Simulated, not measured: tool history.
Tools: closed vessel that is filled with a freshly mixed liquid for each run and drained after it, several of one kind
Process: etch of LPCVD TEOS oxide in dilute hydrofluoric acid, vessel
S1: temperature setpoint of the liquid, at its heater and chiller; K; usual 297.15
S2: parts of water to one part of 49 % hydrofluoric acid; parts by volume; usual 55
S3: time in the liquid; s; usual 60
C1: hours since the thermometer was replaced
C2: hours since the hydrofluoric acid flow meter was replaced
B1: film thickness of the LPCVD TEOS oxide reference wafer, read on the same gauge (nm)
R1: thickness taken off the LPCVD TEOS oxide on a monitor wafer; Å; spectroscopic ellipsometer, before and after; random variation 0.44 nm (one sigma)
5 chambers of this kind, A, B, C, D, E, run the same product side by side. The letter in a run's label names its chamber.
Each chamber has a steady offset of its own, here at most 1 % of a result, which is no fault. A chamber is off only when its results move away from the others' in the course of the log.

Run 1B, day 0.212: usual settings; C1 2180.6; C2 345.4; B1 89.993. Result: R1 501.48 Å.
Run 2E, day 0.421: usual settings; C1 654.7; C2 42.4; B1 89.993. Result: R1 505.07 Å.
Run 3C, day 0.612: usual settings; C1 1109.1; C2 1537.3; B1 89.971. Result: R1 503.99 Å.
Run 4D, day 0.862: usual settings; C1 1383.3; C2 1281.9; B1 90.023. Result: R1 503.84 Å.
Run 5A, day 1.125: usual settings but S2 70 parts by volume; C1 426; C2 39.1; B1 90.037. Result: R1 392.13 Å.
Run 6D, day 1.362: usual settings but S2 70 parts by volume; C1 1395.3; C2 1293.9; B1 89.976. Result: R1 396.67 Å.
Run 7C, day 1.608: usual settings but S2 70 parts by volume; C1 1133; C2 1561.2; B1 89.993. Result: R1 387.79 Å.
Run 8E, day 1.908: usual settings but S2 70 parts by volume; C1 690.4; C2 78.1; B1 90.011. Result: R1 385.1 Å.
Run 9A, day 2.125: usual settings but S2 70 parts by volume; C1 450; C2 63.1; B1 89.999. Result: R1 380.69 Å.
Run 10B, day 2.383: usual settings; C1 2232.7; C2 397.5; B1 89.99. Result: R1 511.96 Å.
Run 11A, day 2.638: usual settings; C1 462.3; C2 75.4; B1 90.011. Result: R1 501.75 Å.
Run 12D, day 2.908: usual settings; C1 1432.4; C2 1331; B1 90.025. Result: R1 508.26 Å.
Run 13B, day 3.062: usual settings; C1 2249; C2 413.8; B1 90. Result: R1 495.01 Å.
Run 14C, day 3.262: usual settings; C1 1172.7; C2 1600.9; B1 89.973. Result: R1 508.82 Å.
Run 15E, day 3.496: usual settings but S3 75 s; C1 728.5; C2 116.2; B1 89.974. Result: R1 631.49 Å.
Run 16A, day 3.658: usual settings but S3 75 s; C1 486.8; C2 99.9; B1 90.006. Result: R1 627.53 Å.
Run 17D, day 3.85: usual settings but S3 75 s; C1 1455; C2 1353.6; B1 90.008. Result: R1 630.91 Å.
Run 18C, day 4.154: usual settings but S3 75 s; C1 1194.1; C2 1622.3; B1 90.015. Result: R1 633.28 Å.
Run 19E, day 4.408: usual settings but S3 75 s; C1 750.4; C2 138.1; B1 90.032. Result: R1 620.49 Å.
Run 20B, day 4.646: usual settings but S2 70 parts by volume, S3 30 s; C1 2287; C2 451.8; B1 90.009. Result: R1 196.01 Å.
Run 21B, day 4.962: usual settings but S2 70 parts by volume, S3 30 s; C1 2294.6; C2 459.4; B1 90.01. Result: R1 193.25 Å.
Run 22D, day 5.258: usual settings but S2 70 parts by volume, S3 30 s; C1 1488.8; C2 1387.4; B1 89.969. Result: R1 196.55 Å.
Run 23E, day 5.567: usual settings but S2 70 parts by volume, S3 30 s; C1 778.2; C2 165.9; B1 90.013. Result: R1 192.05 Å.
At day 5.762: chamber B: hydrofluoric acid flow meter replaced.
Run 24A, day 5.792: usual settings but S2 70 parts by volume, S3 30 s; C1 538; C2 151.1; B1 90.008. Result: R1 196.14 Å.
Run 25C, day 6.129: usual settings; C1 1241.5; C2 1669.7; B1 89.962. Result: R1 502.63 Å.
Run 26A, day 6.358: usual settings; C1 551.6; C2 164.7; B1 90.033. Result: R1 511.61 Å.
Run 27B, day 6.583: usual settings; C1 2333.5; C2 19.7; B1 89.984. Result: R1 511.63 Å.
Run 28D, day 6.738: usual settings; C1 1524.3; C2 1422.9; B1 90.037. Result: R1 510.88 Å.
Run 29E, day 6.9: usual settings; C1 810.2; C2 197.9; B1 89.982. Result: R1 499.44 Å.
At day 7.017: chamber A: thermometer replaced.
At day 7.208: chamber B: thermometer replaced.
Run 30C, day 7.229: usual settings; C1 1267.9; C2 1696.1; B1 90.02. Result: R1 512.1 Å.
Run 31B, day 7.5: usual settings; C1 7.1; C2 41.7; B1 90. Result: R1 511.43 Å.
Run 32C, day 7.7: usual settings; C1 1279.2; C2 1707.4; B1 89.993. Result: R1 505.15 Å.
Run 33D, day 7.912: usual settings; C1 1552.5; C2 1451.1; B1 89.994. Result: R1 505.1 Å.
Run 34A, day 8.2: usual settings; C1 28.4; C2 208.9; B1 90.025. Result: R1 508.47 Å.
Run 35E, day 8.479: usual settings; C1 848.1; C2 235.8; B1 89.986. Result: R1 507.57 Å.
Run 36B, day 8.679: usual settings; C1 35.4; C2 70; B1 90.01. Result: R1 511.93 Å.

What goes on in this fleet: one chamber off, a drifting gauge, or nothing beyond the chambers' own small offsets? Name the chamber and the cause, if any.

No chamber stands off beyond its own small offset, and the gauge holds steady.

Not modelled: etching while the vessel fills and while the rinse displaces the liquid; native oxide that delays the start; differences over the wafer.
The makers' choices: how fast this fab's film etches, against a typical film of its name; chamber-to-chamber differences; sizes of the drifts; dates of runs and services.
